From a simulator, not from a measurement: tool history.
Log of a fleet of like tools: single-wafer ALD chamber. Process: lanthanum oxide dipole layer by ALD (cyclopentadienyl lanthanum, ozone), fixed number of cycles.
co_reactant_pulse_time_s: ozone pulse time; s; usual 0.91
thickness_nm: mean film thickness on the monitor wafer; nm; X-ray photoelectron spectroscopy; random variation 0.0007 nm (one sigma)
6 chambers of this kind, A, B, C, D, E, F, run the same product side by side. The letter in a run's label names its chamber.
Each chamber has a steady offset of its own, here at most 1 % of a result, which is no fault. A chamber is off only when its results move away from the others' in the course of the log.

run   hour  co_reactant_pulse_time_s  read-back reference wafer on the same gauge, thickness_nm  thickness_nm
 1F    8.4                      0.91                                                    0.54818       0.48373
 2E   13.3                      0.91                                                    0.54823       0.48314
 3A   18.2                      0.91                                                    0.54821       0.48073
 4B   22.6                      0.91                                                    0.54855       0.48951
 5C   28.7                      0.91                                                    0.54849       0.48172
 6D   36.4                      0.91                                                    0.54839       0.48314
 7B     41                      0.91                                                    0.54852       0.48867
 8A   45.2                      0.91                                                     0.5487       0.48201
 9C   51.5                       1.1                                                    0.54888       0.51244
10F   58.1                       1.1                                                    0.54902       0.51437
11D   65.2                       1.1                                                    0.54912       0.51196
12E   69.9                       1.1                                                    0.54886       0.51407
13D   74.9                       1.1                                                    0.54894       0.51301
14A   79.7                       1.1                                                    0.54894       0.51175
15B   85.6                      0.91                                                    0.54925       0.49034
16F     90                      0.91                                                    0.54932       0.48401
17E   97.8                      0.91                                                     0.5497        0.4849
18C  106.2                      0.91                                                    0.54966       0.48188
19C  113.7                      0.91                                                    0.54968       0.48276
20D  118.5                      0.91                                                    0.54967       0.48359
21B    125                      0.91                                                    0.54977       0.48962
22E  129.3                      1.15                                                    0.54993       0.52092
23F  134.2                      1.15                                                    0.54992       0.52141
     139.3  -- chamber D: ozone generator serviced
24A  141.1                      1.15                                                    0.55013       0.51794
25C  146.9                      1.15                                                    0.55008       0.52019
26B  152.5                      1.15                                                    0.55032       0.52667
27F  157.3                      1.15                                                     0.5502       0.52251
28A  161.7                      0.91                                                    0.55029       0.48279
29D  167.3                      0.91                                                    0.55045       0.48409
30E  173.5                      0.91                                                    0.55065       0.48637
31B  180.8                      0.91                                                    0.55074       0.49079
32F  187.8                      0.91                                                     0.5507       0.48559
33D  195.9                      0.91                                                    0.55083       0.48446
     196.1  -- chamber A: ozone generator serviced
34C  204.3                      1.26                                                    0.55091        0.5326
35E  208.4                      1.26                                                    0.55098       0.53344
36A  215.5                      1.26                                                    0.55109       0.53021

What goes on in this fleet: one chamber off, a drifting gauge, or nothing beyond the chambers' own small offsets? Name the chamber and the cause, if any.

The gauge drifts, so all chambers seem to drift together. No chamber is off.
Cause: gauge reads high (%) = 0.595.
